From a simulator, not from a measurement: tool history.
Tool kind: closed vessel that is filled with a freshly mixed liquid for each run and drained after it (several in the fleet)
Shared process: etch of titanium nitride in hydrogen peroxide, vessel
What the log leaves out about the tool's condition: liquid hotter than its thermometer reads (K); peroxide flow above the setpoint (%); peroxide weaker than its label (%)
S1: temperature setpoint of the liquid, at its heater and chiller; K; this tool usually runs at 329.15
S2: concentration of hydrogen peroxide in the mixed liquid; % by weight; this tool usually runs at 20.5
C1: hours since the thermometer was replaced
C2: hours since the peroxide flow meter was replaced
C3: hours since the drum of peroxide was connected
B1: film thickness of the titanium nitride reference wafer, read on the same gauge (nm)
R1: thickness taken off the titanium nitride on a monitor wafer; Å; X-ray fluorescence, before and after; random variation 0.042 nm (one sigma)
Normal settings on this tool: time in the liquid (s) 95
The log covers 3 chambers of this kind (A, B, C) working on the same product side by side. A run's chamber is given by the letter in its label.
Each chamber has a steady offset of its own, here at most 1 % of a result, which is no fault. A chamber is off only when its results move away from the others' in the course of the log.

Run 1B, hour 6.4: usual settings; C1 468.1; C2 506.9; C3 855.5; B1 80.031. Result: R1 43.290 Å.
Run 2A, hour 15.1: usual settings; C1 1230.8; C2 691.1; C3 536.8; B1 80.010. Result: R1 43.604 Å.
Run 3C, hour 22.4: usual settings; C1 184.6; C2 246.6; C3 776.6; B1 80.001. Result: R1 43.835 Å.
Run 4C, hour 31.3: usual settings; C1 193.5; C2 255.5; C3 785.5; B1 80.009. Result: R1 43.786 Å.
Run 5B, hour 39.8: usual settings but time in the liquid (s) 125; C1 501.5; C2 540.3; C3 888.9; B1 80.014. Result: R1 56.605 Å.
At hour 41.7: chamber A: new drum of peroxide connected.
Run 6A, hour 45.8: usual settings but time in the liquid (s) 125; C1 1261.5; C2 721.8; C3 4.1; B1 80.019. Result: R1 56.500 Å.
Run 7C, hour 50.7: usual settings but time in the liquid (s) 125; C1 212.9; C2 274.9; C3 804.9; B1 79.986. Result: R1 57.796 Å.
Run 8B, hour 60.5: usual settings but S1 334.65 K, time in the liquid (s) 75; C1 522.2; C2 561.0; C3 909.6; B1 80.041. Result: R1 48.836 Å.
Run 9A, hour 67.0: usual settings but S1 334.65 K, time in the liquid (s) 75; C1 1282.7; C2 743.0; C3 25.3; B1 79.981. Result: R1 49.958 Å.
Run 10B, hour 71.4: usual settings but S1 334.65 K, time in the liquid (s) 75; C1 533.1; C2 571.9; C3 920.5; B1 79.987. Result: R1 49.053 Å.
Run 11C, hour 78.4: usual settings; C1 240.6; C2 302.6; C3 832.6; B1 79.999. Result: R1 43.994 Å.
Run 12A, hour 87.4: usual settings; C1 1303.1; C2 763.4; C3 45.7; B1 80.034. Result: R1 43.894 Å.
Run 13C, hour 94.2: usual settings; C1 256.4; C2 318.4; C3 848.4; B1 79.961. Result: R1 44.123 Å.
Run 14B, hour 101.5: usual settings but S2 18.0 % by weight, time in the liquid (s) 125; C1 563.2; C2 602.0; C3 950.6; B1 80.004. Result: R1 55.495 Å.
Run 15A, hour 110.6: usual settings but S2 18.0 % by weight, time in the liquid (s) 125; C1 1326.3; C2 786.6; C3 68.9; B1 80.012. Result: R1 55.721 Å.
Run 16C, hour 115.8: usual settings but S2 18.0 % by weight, time in the liquid (s) 125; C1 278.0; C2 340.0; C3 870.0; B1 79.994. Result: R1 58.168 Å.
Run 17B, hour 123.7: usual settings; C1 585.4; C2 624.2; C3 972.8; B1 79.989. Result: R1 42.591 Å.
Run 18A, hour 130.8: usual settings; C1 1346.5; C2 806.8; C3 89.1; B1 79.984. Result: R1 43.344 Å.
Run 19A, hour 137.2: usual settings; C1 1352.9; C2 813.2; C3 95.5; B1 80.004. Result: R1 43.471 Å.
Run 20B, hour 141.9: usual settings; C1 603.6; C2 642.4; C3 991.0; B1 79.942. Result: R1 42.514 Å.
Run 21C, hour 147.9: usual settings; C1 310.1; C2 372.1; C3 902.1; B1 80.050. Result: R1 46.122 Å.
Run 22A, hour 155.0: usual settings; C1 1370.7; C2 831.0; C3 113.3; B1 79.977. Result: R1 43.590 Å.
Run 23C, hour 162.0: usual settings; C1 324.2; C2 386.2; C3 916.2; B1 80.012. Result: R1 46.098 Å.
Run 24B, hour 171.2: usual settings; C1 632.9; C2 671.7; C3 1020.3; B1 80.037. Result: R1 43.112 Å.
Run 25B, hour 176.7: usual settings; C1 638.4; C2 677.2; C3 1025.8; B1 79.977. Result: R1 42.927 Å.
Run 26A, hour 184.9: usual settings; C1 1400.6; C2 860.9; C3 143.2; B1 79.985. Result: R1 44.031 Å.
Run 27C, hour 190.2: usual settings; C1 352.4; C2 414.4; C3 944.4; B1 79.990. Result: R1 46.246 Å.
Run 28A, hour 194.9: usual settings; C1 1410.6; C2 870.9; C3 153.2; B1 79.988. Result: R1 43.348 Å.
Run 29C, hour 203.7: usual settings; C1 365.9; C2 427.9; C3 957.9; B1 80.004. Result: R1 46.818 Å.
Run 30B, hour 211.8: usual settings; C1 673.5; C2 712.3; C3 1060.9; B1 80.000. Result: R1 42.541 Å.
Run 31A, hour 217.2: usual settings; C1 1432.9; C2 893.2; C3 175.5; B1 80.053. Result: R1 43.224 Å.
Run 32B, hour 225.2: usual settings; C1 686.9; C2 725.7; C3 1074.3; B1 80.024. Result: R1 43.221 Å.
Run 33C, hour 231.2: usual settings; C1 393.4; C2 455.4; C3 985.4; B1 79.995. Result: R1 47.484 Å.
Run 34C, hour 235.6: usual settings; C1 397.8; C2 459.8; C3 989.8; B1 80.008. Result: R1 47.407 Å.
Run 35A, hour 241.2: usual settings but S1 334.15 K, S2 17.0 % by weight; C1 1456.9; C2 917.2; C3 199.5; B1 79.977. Result: R1 58.233 Å.
Run 36B, hour 248.8: usual settings but S1 334.15 K, S2 17.0 % by weight; C1 710.5; C2 749.3; C3 1097.9; B1 80.007. Result: R1 57.868 Å.
Run 37A, hour 258.6: usual settings but S1 334.15 K, S2 17.0 % by weight; C1 1474.3; C2 934.6; C3 216.9; B1 80.007. Result: R1 58.498 Å.
Run 38B, hour 266.9: usual settings but S2 15.0 % by weight; C1 728.6; C2 767.4; C3 1116.0; B1 80.000. Result: R1 40.263 Å.

Is one chamber off against the others, does the gauge drift, or is nothing wrong? If a chamber is off, say which, and what the likeliest cause is.

One chamber, C, drifts off from the rest bit by bit.
Cause: liquid hotter than its thermometer reads (K) = 1.56.

Chamber C could run next with any of the 4 candidate recipes listed below; each alters the usual settings, and their results appear as question marks. Which one brings its results back in line with what the other chambers deliver on the usual settings?
Maximum distance from the other chambers' mean on the usual settings for a result to count as in line: R1 1.500 Å
Run 39C-1, hour 274.1: usual settings but time in the liquid (s) 90. Result: R1 ?.
Run 39C-2, hour 274.1: usual settings but S1 330.15 K, time in the liquid (s) 100. Result: R1 ?.
Run 39C-3, hour 274.1: usual settings but time in the liquid (s) 100. Result: R1 ?.
Run 39C-4, hour 274.1: usual settings but S1 327.65 K. Result: R1 ?.

On the usual settings, the other chambers give on average: R1 43.233 Å
  run      R1
39C-1  46.080
39C-2  54.882
39C-3  51.200
39C-4  43.748
39C-4 brings the chamber back in line.
